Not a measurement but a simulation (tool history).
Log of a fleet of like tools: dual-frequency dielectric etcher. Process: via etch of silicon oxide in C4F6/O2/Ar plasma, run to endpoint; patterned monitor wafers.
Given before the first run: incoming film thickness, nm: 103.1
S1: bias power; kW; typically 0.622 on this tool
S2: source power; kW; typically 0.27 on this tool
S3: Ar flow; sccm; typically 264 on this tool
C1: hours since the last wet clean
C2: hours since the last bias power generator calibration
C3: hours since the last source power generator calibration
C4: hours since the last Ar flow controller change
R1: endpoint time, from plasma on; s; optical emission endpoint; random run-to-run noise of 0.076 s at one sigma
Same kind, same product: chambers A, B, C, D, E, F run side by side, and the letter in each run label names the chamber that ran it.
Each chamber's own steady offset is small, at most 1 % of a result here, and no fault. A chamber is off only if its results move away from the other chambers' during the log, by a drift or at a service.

run 1F hour=6.8 | S1=0.622 S2=0.27 S3=264 | C1=253.8 C2=2957.4 C3=2484 C4=712.6 | R1=23.907
-- hour=14.8 chamber C: wet clean of the chamber
-- hour=16.7 chamber D: wet clean of the chamber
run 2D hour=17.8 | S1=0.622 S2=0.27 S3=264 | C1=1.2 C2=697.5 C3=151.9 C4=41.3 | R1=23.992
run 3B hour=23.2 | S1=0.622 S2=0.27 S3=264 | C1=213.9 C2=2779.1 C3=2601.8 C4=1486.5 | R1=23.975
run 4E hour=34.2 | S1=0.622 S2=0.27 S3=264 | C1=472 C2=1282.9 C3=1330.6 C4=1001.6 | R1=23.745
run 5A hour=45.6 | S1=0.622 S2=0.27 S3=264 | C1=464 C2=2348.9 C3=587.4 C4=660.6 | R1=23.813
run 6C hour=53.8 | S1=0.622 S2=0.27 S3=264 | C1=39.1 C2=2163.5 C3=3256.8 C4=1150.5 | R1=23.944
run 7A hour=65.7 | S1=0.622 S2=0.27 S3=264 | C1=484.1 C2=2369 C3=607.5 C4=680.7 | R1=23.679
run 8E hour=76.6 | S1=0.622 S2=0.27 S3=264 | C1=514.4 C2=1325.3 C3=1373 C4=1044 | R1=23.698
run 9B hour=86.8 | S1=0.622 S2=0.27 S3=264 | C1=277.5 C2=2842.7 C3=2665.4 C4=1550.1 | R1=24.003
run 10C hour=98.9 | S1=0.622 S2=0.3 S3=264 | C1=84.2 C2=2208.6 C3=3301.9 C4=1195.6 | R1=22.987
-- hour=105.6 chamber E: wet clean of the chamber
run 11D hour=110.3 | S1=0.622 S2=0.3 S3=264 | C1=93.7 C2=790 C3=244.4 C4=133.8 | R1=23.099
run 12F hour=118.2 | S1=0.622 S2=0.3 S3=264 | C1=365.2 C2=3068.8 C3=2595.4 C4=824 | R1=22.922
run 13B hour=124.3 | S1=0.622 S2=0.3 S3=264 | C1=315 C2=2880.2 C3=2702.9 C4=1587.6 | R1=23.029
run 14D hour=129.7 | S1=0.622 S2=0.3 S3=264 | C1=113.1 C2=809.4 C3=263.8 C4=153.2 | R1=22.96
run 15A hour=141.9 | S1=0.622 S2=0.3 S3=264 | C1=560.3 C2=2445.2 C3=683.7 C4=756.9 | R1=22.865
run 16E hour=153.4 | S1=0.622 S2=0.27 S3=264 | C1=47.8 C2=1402.1 C3=1449.8 C4=1120.8 | R1=23.745
run 17C hour=165.2 | S1=0.622 S2=0.27 S3=264 | C1=150.5 C2=2274.9 C3=3368.2 C4=1261.9 | R1=23.955
run 18F hour=172.9 | S1=0.622 S2=0.27 S3=264 | C1=419.9 C2=3123.5 C3=2650.1 C4=878.7 | R1=23.728
run 19C hour=178.8 | S1=0.622 S2=0.34 S3=264 | C1=164.1 C2=2288.5 C3=3381.8 C4=1275.5 | R1=21.965
-- hour=182.4 chamber F: wet clean of the chamber
run 20A hour=187.8 | S1=0.622 S2=0.34 S3=264 | C1=606.2 C2=2491.1 C3=729.6 C4=802.8 | R1=21.807
run 21E hour=199.4 | S1=0.622 S2=0.34 S3=264 | C1=93.8 C2=1448.1 C3=1495.8 C4=1166.8 | R1=21.691
run 22B hour=206.6 | S1=0.622 S2=0.34 S3=264 | C1=397.3 C2=2962.5 C3=2785.2 C4=1669.9 | R1=22.013
run 23F hour=217.4 | S1=0.622 S2=0.34 S3=264 | C1=35.1 C2=3168 C3=2694.6 C4=923.2 | R1=22.393
run 24D hour=226.5 | S1=0.622 S2=0.34 S3=264 | C1=209.9 C2=906.2 C3=360.6 C4=250 | R1=21.998
-- hour=233.3 chamber A: wet clean of the chamber
run 25B hour=233.3 | S1=0.622 S2=0.27 S3=264 | C1=424 C2=2989.2 C3=2811.9 C4=1696.6 | R1=23.969
run 26C hour=239.8 | S1=0.622 S2=0.27 S3=264 | C1=225.1 C2=2349.5 C3=3442.8 C4=1336.5 | R1=23.932
run 27F hour=251.9 | S1=0.622 S2=0.27 S3=264 | C1=69.6 C2=3202.5 C3=2729.1 C4=957.7 | R1=24.254
run 28E hour=262.4 | S1=0.622 S2=0.22 S3=304 | C1=156.8 C2=1511.1 C3=1558.8 C4=1229.8 | R1=25.95
run 29D hour=268.7 | S1=0.622 S2=0.22 S3=304 | C1=252.1 C2=948.4 C3=402.8 C4=292.2 | R1=26.104
run 30A hour=276.1 | S1=0.622 S2=0.22 S3=304 | C1=42.9 C2=2579.4 C3=817.9 C4=891.1 | R1=25.907
run 31D hour=282.3 | S1=0.622 S2=0.22 S3=304 | C1=265.7 C2=962 C3=416.4 C4=305.8 | R1=26.14
-- hour=283.8 chamber B: wet clean of the chamber
run 32A hour=289.1 | S1=0.622 S2=0.22 S3=304 | C1=55.9 C2=2592.4 C3=830.9 C4=904.1 | R1=25.837
run 33C hour=299.4 | S1=0.622 S2=0.22 S3=304 | C1=284.7 C2=2409.1 C3=3502.4 C4=1396.1 | R1=25.937
run 34E hour=305.6 | S1=0.622 S2=0.27 S3=264 | C1=200 C2=1554.3 C3=1602 C4=1273 | R1=23.663
run 35F hour=315.4 | S1=0.622 S2=0.22 S3=209 | C1=133.1 C2=3266 C3=2792.6 C4=1021.2 | R1=25.36
-- hour=320.4 chamber B: source power generator calibrated
run 36B hour=324.4 | S1=0.622 S2=0.22 S3=209 | C1=40.6 C2=3080.3 C3=4 C4=1787.7 | R1=25.284
run 37D hour=332.7 | S1=0.622 S2=0.22 S3=209 | C1=316.1 C2=1012.4 C3=466.8 C4=356.2 | R1=25.008
run 38A hour=338.5 | S1=0.622 S2=0.22 S3=209 | C1=105.3 C2=2641.8 C3=880.3 C4=953.5 | R1=24.829

Next, all 6 chambers run the settings below, one line each with question marks for the results. What does each chamber give?
run 39A hour=347.3 | S1=0.535 S2=0.27 S3=264 | R1=?
run 39B hour=347.3 | S1=0.535 S2=0.27 S3=264 | R1=?
run 39C hour=347.3 | S1=0.535 S2=0.27 S3=264 | R1=?
run 39D hour=347.3 | S1=0.535 S2=0.27 S3=264 | R1=?
run 39E hour=347.3 | S1=0.535 S2=0.27 S3=264 | R1=?
run 39F hour=347.3 | S1=0.535 S2=0.27 S3=264 | R1=?

run=39A R1=25.231
run=39B R1=25.354
run=39C R1=25.255
run=39D R1=25.324
run=39E R1=25.217
run=39F R1=25.677
